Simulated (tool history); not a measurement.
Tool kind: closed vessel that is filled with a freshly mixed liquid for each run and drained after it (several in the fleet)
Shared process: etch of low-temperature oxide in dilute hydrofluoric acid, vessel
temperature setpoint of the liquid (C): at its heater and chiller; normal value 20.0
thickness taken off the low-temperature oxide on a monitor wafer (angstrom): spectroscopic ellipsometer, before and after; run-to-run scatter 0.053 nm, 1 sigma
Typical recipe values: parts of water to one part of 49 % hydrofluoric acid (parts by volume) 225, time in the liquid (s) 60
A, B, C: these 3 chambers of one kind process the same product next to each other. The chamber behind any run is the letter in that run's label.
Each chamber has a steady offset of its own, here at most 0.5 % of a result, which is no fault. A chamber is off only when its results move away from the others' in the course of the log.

run	hour	temperature setpoint of the liquid (C)	parts of water to one part of 49 % hydrofluoric acid (parts by volume)	time in the liquid (s)	hours since the thermometer was replaced	hours since the hydrofluoric acid flow meter was replaced	read-back film thickness of the low-temperature oxide reference wafer, read on the same gauge (nm)	thickness taken off the low-temperature oxide on a monitor wafer (angstrom)
1B	2.4	20.0	225	60	64.4	837.2	50.001	54.217
2C	6.1	20.0	225	60	2572.3	463.6	50.020	53.476
3A	10.3	20.0	225	60	56.8	905.6	50.016	54.896
4A	13.7	20.0	225	60	60.2	909.0	50.020	54.288
5C	18.0	23.5	150	60	2584.2	475.5	49.963	101.010
6B	21.5	23.5	150	60	83.5	856.3	49.998	100.250
7C	25.0	23.5	150	60	2591.2	482.5	49.996	99.985
8B	29.0	20.0	225	60	91.0	863.8	49.990	54.509
9A	31.2	20.0	225	50	77.7	926.5	50.008	45.052
10B	33.5	20.0	225	50	95.5	868.3	50.022	45.222
11C	37.5	20.0	225	50	2603.7	495.0	49.983	45.676
12A	40.5	20.0	225	60	87.0	935.8	49.985	54.121
13A	44.1	20.0	225	60	90.6	939.4	50.001	55.036
14B	47.2	20.0	225	60	109.2	882.0	49.998	53.205
15C	49.6	20.0	225	60	2615.8	507.1	50.004	53.434
16A	52.4	20.0	225	60	98.9	947.7	49.988	55.142
17C	54.6	20.0	225	60	2620.8	512.1	50.011	54.188
18B	57.0	20.0	225	60	119.0	891.8	49.994	53.738
19A	59.5	20.0	225	60	106.0	954.8	50.005	53.860
20C	62.8	20.0	225	60	2629.0	520.3	50.009	53.841

All chambers now run identical settings, listed one chamber a line with results as question marks. What results will each chamber show?
21A	65.8	20.0	225	60				?
21B	65.8	20.0	225	60				?
21C	65.8	20.0	225	60				?

run	thickness taken off the low-temperature oxide on a monitor wafer (angstrom)
21A	55.323
21B	54.989
21C	53.906

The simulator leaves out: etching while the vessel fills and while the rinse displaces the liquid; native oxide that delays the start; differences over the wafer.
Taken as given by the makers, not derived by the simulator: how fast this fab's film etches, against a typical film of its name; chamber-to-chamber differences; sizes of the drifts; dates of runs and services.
